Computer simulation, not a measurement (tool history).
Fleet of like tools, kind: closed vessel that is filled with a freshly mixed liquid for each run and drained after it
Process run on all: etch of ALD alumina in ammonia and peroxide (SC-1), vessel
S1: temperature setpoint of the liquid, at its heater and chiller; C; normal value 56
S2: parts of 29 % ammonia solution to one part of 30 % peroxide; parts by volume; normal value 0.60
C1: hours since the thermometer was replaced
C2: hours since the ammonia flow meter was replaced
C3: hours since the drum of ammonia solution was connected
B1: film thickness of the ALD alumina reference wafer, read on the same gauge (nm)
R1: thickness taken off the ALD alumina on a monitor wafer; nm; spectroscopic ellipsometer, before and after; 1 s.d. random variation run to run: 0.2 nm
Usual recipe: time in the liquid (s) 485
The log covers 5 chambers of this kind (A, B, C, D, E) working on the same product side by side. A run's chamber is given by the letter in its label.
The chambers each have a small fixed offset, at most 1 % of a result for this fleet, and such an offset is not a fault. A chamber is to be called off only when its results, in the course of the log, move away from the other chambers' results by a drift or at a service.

run 1D hour=6.4 | S1=56 S2=0.60 time_in_the_liquid_(s)=485 | C1=1053.5 C2=322.4 C3=122.5 | B1=140.03 | R1=28.891
-- hour=12.6 chamber E: ammonia flow meter replaced
run 2B hour=14.0 | S1=56 S2=0.60 time_in_the_liquid_(s)=485 | C1=895.8 C2=538.1 C3=368.7 | B1=139.97 | R1=28.417
run 3A hour=22.8 | S1=56 S2=0.60 time_in_the_liquid_(s)=485 | C1=144.4 C2=220.0 C3=257.5 | B1=139.98 | R1=28.921
run 4E hour=29.3 | S1=56 S2=0.60 time_in_the_liquid_(s)=485 | C1=1361.7 C2=16.8 C3=45.8 | B1=140.01 | R1=28.570
run 5C hour=37.4 | S1=56 S2=0.60 time_in_the_liquid_(s)=485 | C1=118.1 C2=345.1 C3=54.0 | B1=140.00 | R1=28.751
run 6D hour=42.8 | S1=56 S2=0.60 time_in_the_liquid_(s)=485 | C1=1089.9 C2=358.8 C3=158.9 | B1=140.03 | R1=28.808
run 7B hour=47.8 | S1=56 S2=0.60 time_in_the_liquid_(s)=485 | C1=929.6 C2=571.9 C3=402.5 | B1=139.99 | R1=28.746
run 8E hour=54.4 | S1=56 S2=0.35 time_in_the_liquid_(s)=245 | C1=1386.8 C2=41.9 C3=70.9 | B1=140.02 | R1=13.832
run 9A hour=60.8 | S1=56 S2=0.35 time_in_the_liquid_(s)=245 | C1=182.4 C2=258.0 C3=295.5 | B1=140.00 | R1=13.847
run 10C hour=67.4 | S1=56 S2=0.35 time_in_the_liquid_(s)=245 | C1=148.1 C2=375.1 C3=84.0 | B1=139.98 | R1=13.950
run 11D hour=77.1 | S1=56 S2=0.35 time_in_the_liquid_(s)=245 | C1=1124.2 C2=393.1 C3=193.2 | B1=140.01 | R1=13.887
run 12C hour=82.4 | S1=56 S2=0.35 time_in_the_liquid_(s)=245 | C1=163.1 C2=390.1 C3=99.0 | B1=139.96 | R1=13.758
run 13A hour=91.8 | S1=56 S2=0.60 time_in_the_liquid_(s)=485 | C1=213.4 C2=289.0 C3=326.5 | B1=139.98 | R1=28.494
run 14B hour=96.2 | S1=56 S2=0.60 time_in_the_liquid_(s)=485 | C1=978.0 C2=620.3 C3=450.9 | B1=140.01 | R1=28.194
-- hour=100.6 chamber A: new drum of ammonia solution connected
run 15E hour=101.8 | S1=52 S2=0.60 time_in_the_liquid_(s)=290 | C1=1434.2 C2=89.3 C3=118.3 | B1=140.04 | R1=13.621
run 16D hour=110.5 | S1=52 S2=0.60 time_in_the_liquid_(s)=290 | C1=1157.6 C2=426.5 C3=226.6 | B1=140.02 | R1=13.794
run 17A hour=118.8 | S1=52 S2=0.60 time_in_the_liquid_(s)=290 | C1=240.4 C2=316.0 C3=18.3 | B1=140.01 | R1=13.913
run 18B hour=123.1 | S1=52 S2=0.60 time_in_the_liquid_(s)=290 | C1=1004.9 C2=647.2 C3=477.8 | B1=140.00 | R1=13.884
run 19E hour=130.6 | S1=52 S2=0.60 time_in_the_liquid_(s)=290 | C1=1463.0 C2=118.1 C3=147.1 | B1=140.01 | R1=13.800
run 20C hour=140.5 | S1=56 S2=0.60 time_in_the_liquid_(s)=485 | C1=221.2 C2=448.2 C3=157.1 | B1=140.02 | R1=28.866
run 21D hour=149.8 | S1=56 S2=0.85 time_in_the_liquid_(s)=220 | C1=1196.9 C2=465.8 C3=265.9 | B1=140.00 | R1=13.246
run 22C hour=156.9 | S1=56 S2=0.85 time_in_the_liquid_(s)=220 | C1=237.6 C2=464.6 C3=173.5 | B1=139.98 | R1=13.162
run 23A hour=166.0 | S1=56 S2=0.85 time_in_the_liquid_(s)=220 | C1=287.6 C2=363.2 C3=65.5 | B1=140.05 | R1=13.474
run 24B hour=173.8 | S1=56 S2=0.85 time_in_the_liquid_(s)=220 | C1=1055.6 C2=697.9 C3=528.5 | B1=140.00 | R1=13.157
run 25E hour=180.9 | S1=56 S2=0.85 time_in_the_liquid_(s)=220 | C1=1513.3 C2=168.4 C3=197.4 | B1=140.01 | R1=13.498
run 26C hour=187.5 | S1=56 S2=0.60 time_in_the_liquid_(s)=485 | C1=268.2 C2=495.2 C3=204.1 | B1=140.01 | R1=28.221
run 27E hour=197.5 | S1=56 S2=0.60 time_in_the_liquid_(s)=485 | C1=1529.9 C2=185.0 C3=214.0 | B1=140.01 | R1=28.236
run 28A hour=205.6 | S1=56 S2=0.60 time_in_the_liquid_(s)=485 | C1=327.2 C2=402.8 C3=105.1 | B1=140.00 | R1=28.460
run 29B hour=210.7 | S1=56 S2=0.60 time_in_the_liquid_(s)=485 | C1=1092.5 C2=734.8 C3=565.4 | B1=139.99 | R1=27.853
run 30D hour=220.1 | S1=56 S2=0.60 time_in_the_liquid_(s)=485 | C1=1267.2 C2=536.1 C3=336.2 | B1=140.00 | R1=28.847
run 31A hour=224.9 | S1=56 S2=0.60 time_in_the_liquid_(s)=485 | C1=346.5 C2=422.1 C3=124.4 | B1=140.00 | R1=28.942
run 32E hour=231.6 | S1=56 S2=0.60 time_in_the_liquid_(s)=485 | C1=1564.0 C2=219.1 C3=248.1 | B1=139.99 | R1=28.736
run 33B hour=240.6 | S1=56 S2=0.60 time_in_the_liquid_(s)=485 | C1=1122.4 C2=764.7 C3=595.3 | B1=139.99 | R1=27.846
run 34D hour=245.0 | S1=56 S2=0.60 time_in_the_liquid_(s)=485 | C1=1292.1 C2=561.0 C3=361.1 | B1=139.96 | R1=28.765

For the next run the whole fleet of 5 chambers uses the same settings. Give each chamber's results:
run 35A hour=252.1 | S1=52 S2=0.60 time_in_the_liquid_(s)=485 | R1=?
run 35B hour=252.1 | S1=52 S2=0.60 time_in_the_liquid_(s)=485 | R1=?
run 35C hour=252.1 | S1=52 S2=0.60 time_in_the_liquid_(s)=485 | R1=?
run 35D hour=252.1 | S1=52 S2=0.60 time_in_the_liquid_(s)=485 | R1=?
run 35E hour=252.1 | S1=52 S2=0.60 time_in_the_liquid_(s)=485 | R1=?

run=35A R1=23.068
run=35B R1=22.296
run=35C R1=22.706
run=35D R1=23.175
run=35E R1=22.915

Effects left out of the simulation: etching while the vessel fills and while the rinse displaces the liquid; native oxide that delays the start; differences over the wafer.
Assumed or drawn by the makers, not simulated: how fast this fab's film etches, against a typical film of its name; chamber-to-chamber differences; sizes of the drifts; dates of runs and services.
